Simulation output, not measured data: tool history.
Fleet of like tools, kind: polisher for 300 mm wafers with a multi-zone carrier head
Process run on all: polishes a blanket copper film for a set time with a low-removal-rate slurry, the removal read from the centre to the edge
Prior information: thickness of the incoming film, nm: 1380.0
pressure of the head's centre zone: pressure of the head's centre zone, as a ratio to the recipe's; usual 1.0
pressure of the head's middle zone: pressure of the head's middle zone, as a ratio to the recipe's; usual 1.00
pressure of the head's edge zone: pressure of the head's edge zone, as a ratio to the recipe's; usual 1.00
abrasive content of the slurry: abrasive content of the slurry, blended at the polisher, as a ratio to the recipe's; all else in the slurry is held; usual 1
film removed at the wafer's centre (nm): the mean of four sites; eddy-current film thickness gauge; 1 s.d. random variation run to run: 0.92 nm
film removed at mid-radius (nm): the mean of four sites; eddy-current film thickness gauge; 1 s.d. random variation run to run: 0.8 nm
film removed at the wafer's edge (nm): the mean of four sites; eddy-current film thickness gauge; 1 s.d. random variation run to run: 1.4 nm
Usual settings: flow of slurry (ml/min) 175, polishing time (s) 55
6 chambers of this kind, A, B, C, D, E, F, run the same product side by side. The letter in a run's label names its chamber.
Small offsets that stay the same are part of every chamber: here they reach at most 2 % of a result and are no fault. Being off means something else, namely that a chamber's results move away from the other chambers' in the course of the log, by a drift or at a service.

run   hour  flow of slurry (ml/min)  pressure of the head's centre zone  pressure of the head's middle zone  pressure of the head's edge zone  abrasive content of the slurry  polishing time (s)  wafers polished on this pad  hours since the slurry nozzle was cleaned  hours since the centre zone pressure was calibrated  hours since the edge zone pressure was calibrated  film removed at the wafer's centre (nm)  film removed at mid-radius (nm)  film removed at the wafer's edge (nm)
 1A    6.3                      175                                 1.0                                1.00                              1.00                               1                  55                         1073                                       47.1                                                314.1                                              567.3                                  101.990                           99.660                                 99.872
       9.3  -- chamber D: slurry nozzle cleaned
 2D   16.2                      175                                 1.0                                1.00                              1.00                               1                  55                          576                                        6.9                                                 52.8                                              886.6                                  103.380                          100.820                                102.580
 3E   26.9                      175                                 1.0                                1.00                              1.00                               1                  55                          968                                       74.0                                                326.2                                              590.6                                  101.220                          103.380                                102.160
 4C   34.0                      175                                 1.0                                1.00                              1.00                               1                  55                          368                                      119.1                                                676.4                                              334.0                                  102.360                          101.690                                102.660
      37.6  -- chamber D: worn pad replaced by a new one
      42.5  -- chamber F: worn pad replaced by a new one
 5F   46.9                      175                                 1.0                                1.00                              1.00                               1                  55                           31                                      218.9                                                490.8                                              286.8                                  100.850                          102.520                                 99.915
      52.8  -- chamber B: centre zone pressure recalibrated
 6B   54.7                      175                                 1.0                                1.00                              1.00                               1                  55                          954                                      391.1                                                  2.0                                              565.7                                  101.460                          100.070                                101.170
      64.7  -- chamber B: worn pad replaced by a new one
 7F   67.2                      175                                 1.0                                1.00                              1.00                               1                  55                          173                                      239.2                                                511.1                                              307.1                                  103.220                          102.810                                 99.094
 8D   76.9                      175                                 1.0                                1.00                              1.00                               1                  55                          276                                       67.6                                                113.5                                              947.3                                  103.260                          100.940                                101.940
      81.2  -- chamber B: slurry nozzle cleaned
 9E   83.2                      175                                 1.0                                1.00                              1.00                               1                  55                         1363                                      130.3                                                382.5                                              646.9                                  101.060                          101.450                                103.980
      88.9  -- chamber A: worn pad replaced by a new one
      90.9  -- chamber E: worn pad replaced by a new one
10C   91.4                      175                                 1.0                                1.06                              1.00                               1                  67                          770                                      176.5                                                733.8                                              391.4                                  124.980                          131.330                                120.820
     101.4  -- chamber E: edge zone pressure recalibrated
     101.4  -- chamber C: centre zone pressure recalibrated
11A  103.7                      175                                 1.0                                1.06                              1.00                               1                  67                          103                                      144.5                                                411.5                                              664.7                                  123.330                          130.970                                122.950
12B  114.4                      175                                 1.0                                1.06                              1.00                               1                  67                          348                                       33.2                                                 61.7                                              625.4                                  125.000                          130.130                                122.350
     121.8  -- chamber C: worn pad replaced by a new one
13D  122.5                      175                                 1.0                                1.06                              1.00                               1                  67                          595                                      113.2                                                159.1                                              992.9                                  126.040                          129.380                                121.430
     127.4  -- chamber D: edge zone pressure recalibrated
14E  131.9                      175                                 1.0                                1.06                              1.00                               1                  67                          287                                      179.0                                                431.2                                               30.5                                  124.640                          132.780                                123.110
15C  139.5                      175                                 1.0                                1.06                              1.00                               1                  67                          124                                      224.6                                                 38.1                                              439.5                                  125.960                          133.400                                123.850
     142.6  -- chamber D: worn pad replaced by a new one
16B  146.3                      175                                 1.0                                1.00                              1.00                               1                  55                          572                                       65.1                                                 93.6                                              657.3                                  102.490                          100.680                                100.240
17F  153.6                      175                                 1.0                                1.00                              1.00                               1                  55                          779                                      325.6                                                597.5                                              393.5                                  103.140                          102.200                                100.810
18A  160.6                      175                                 1.0                                1.00                              1.00                               1                  55                          502                                      201.4                                                468.4                                              721.6                                  100.500                          100.960                                103.070
19A  171.7                      175                                 1.0                                1.00                              1.00                               1                  55                          580                                      212.5                                                479.5                                              732.7                                  101.440                          103.110                                103.270
20F  185.5                      175                                 1.0                                1.00                              1.00                               1                  55                         1002                                      357.5                                                629.4                                              425.4                                  103.950                          101.370                                 98.841
21E  192.8                      125                                 1.1                                1.00                              1.00                               1                  55                          714                                      239.9                                                492.1                                               91.4                                  103.240                           95.704                                 98.683
     199.5  -- chamber A: centre zone pressure recalibrated
     203.8  -- chamber F: worn pad replaced by a new one
22B  203.8                      125                                 1.1                                1.00                              1.00                               1                  55                          974                                      122.6                                                151.1                                              714.8                                  104.550                           94.180                                 94.484
23C  214.5                      125                                 1.1                                1.00                              1.00                               1                  55                          650                                      299.6                                                113.1                                              514.5                                  106.220                           95.687                                 97.185
     224.3  -- chamber F: slurry nozzle cleaned
     225.6  -- chamber B: worn pad replaced by a new one
24D  226.9                      125                                 1.1                                1.00                              1.00                               1                  55                          590                                      217.6                                                263.5                                               99.6                                  106.160                           95.496                                 95.522
25D  237.0                      125                                 1.1                                1.00                              1.00                               1                  55                          661                                      227.7                                                273.6                                              109.7                                  106.700                           94.061                                 99.261
     241.7  -- chamber B: edge zone pressure recalibrated
26B  244.9                      125                                 1.1                                1.00                              1.00                               1                  55                          135                                      163.7                                                192.2                                                3.2                                  103.530                           94.776                                 96.528
     249.6  -- chamber C: worn pad replaced by a new one
     255.8  -- chamber D: worn pad replaced by a new one
27A  256.9                      175                                 1.0                                1.00                              1.00                               1                  55                         1177                                      297.7                                                 57.5                                              817.9                                   99.962                          101.330                                102.710
     261.4  -- chamber E: worn pad replaced by a new one
28F  266.8                      175                                 1.0                                1.00                              1.00                               1                  55                          441                                       42.6                                                710.7                                              506.7                                  109.770                          102.560                                100.430
     267.1  -- chamber A: worn pad replaced by a new one
     269.5  -- chamber C: edge zone pressure recalibrated
29E  278.3                      175                                 1.0                                1.00                              1.00                               1                  55                          119                                      325.4                                                577.6                                              176.9                                  100.770                          102.870                                101.600
30C  288.3                      175                                 1.0                                1.00                              1.00                               1                  55                          271                                      373.4                                                186.9                                               18.9                                  101.770                          101.850                                101.820
     289.5  -- chamber F: edge zone pressure recalibrated
31D  295.9                      175                                 1.0                                1.00                              1.00                               1                  55                          281                                      286.6                                                332.5                                              168.6                                  102.100                          102.080                                102.620
32C  306.8                      175                                 1.0                                1.00                              1.00                               1                  55                          400                                      391.9                                                205.4                                               37.4                                  100.500                          103.410                                101.710
     307.4  -- chamber A: edge zone pressure recalibrated
33A  319.9                      175                                 1.0                                1.00                              1.00                               1                  55                          370                                      360.7                                                120.5                                               12.6                                  101.730                          101.900                                101.700
34F  326.8                      175                                 1.0                                1.00                              1.00                               1                  55                          862                                      102.6                                                770.7                                               37.3                                  108.470                          102.430                                 99.174
35E  340.3                      175                                 1.0                                1.00                              1.00                               1                  55                          553                                      387.4                                                639.6                                              238.9                                  102.020                          102.430                                102.190
36B  350.2                      175                                 1.0                                1.00                              1.00                               1                  55                          873                                      269.0                                                297.5                                              108.5                                  102.120                          101.540                                 99.397
     355.0  -- chamber F: worn pad replaced by a new one
     357.8  -- chamber D: worn pad replaced by a new one
37A  364.4                      175                                 1.0                                1.00                              1.00                               1                  55                          682                                      405.2                                                165.0                                               57.1                                  101.960                          100.950                                102.540
     365.4  -- chamber C: worn pad replaced by a new one
38C  373.7                      175                                 1.0                                1.00                              1.00                               1                  55                           58                                      458.8                                                272.3                                              104.3                                  102.740                          103.460                                103.210
39F  381.3                      175                                 1.0                                1.00                              1.00                               1                  55                          184                                      157.1                                                825.2                                               91.8                                  113.850                          102.200                                 99.283
40D  390.3                      175                                 1.0                                1.00                              0.88                               1                  66                          227                                      381.0                                                426.9                                              263.0                                  122.630                          120.240                                113.350

Is one chamber off against the others, does the gauge drift, or is nothing wrong? If a chamber is off, say which, and what the likeliest cause is.

One chamber, F, drifts off from the rest bit by bit.
Most likely cause: centre zone's pressure above its setpoint, % = 9.52.

Here are 4 candidates for chamber F's next run, each the usual settings with a change, their results left as question marks. Which one brings its results back in line with what the others give on the usual settings?
Counts as in line when no further than this from what the other chambers average on the usual settings: film removed at the wafer's centre (nm) 3.200; film removed at mid-radius (nm) 2.800; film removed at the wafer's edge (nm) 4.800
41F-1  400.5                      160                                0.83                                1.01                              1.08                               1                  54                                                                                                                                                                                                                        ?                                ?                                      ?
41F-2  400.5                      195                                1.17                                0.97                              0.89                               1                  57                                                                                                                                                                                                                        ?                                ?                                      ?
41F-3  400.5                      180                                1.09                                1.00                              0.96                               1                  55                                                                                                                                                                                                                        ?                                ?                                      ?
41F-4  400.5                      170                                0.91                                1.00                              1.04                               1                  55                                                                                                                                                                                                                        ?                                ?                                      ?

What the other chambers average on the usual settings: film removed at the wafer's centre (nm) 101.710; film removed at mid-radius (nm) 101.660; film removed at the wafer's edge (nm) 101.610
  run  film removed at the wafer's centre (nm)  film removed at mid-radius (nm)  film removed at the wafer's edge (nm)
41F-1                                   89.488                          100.570                                102.110
41F-2                                  141.450                          105.480                                 99.815
41F-3                                  124.900                          103.400                                 99.146
41F-4                                  101.880                          102.540                                102.700
It is 41F-4 that realigns the chamber with its peers.
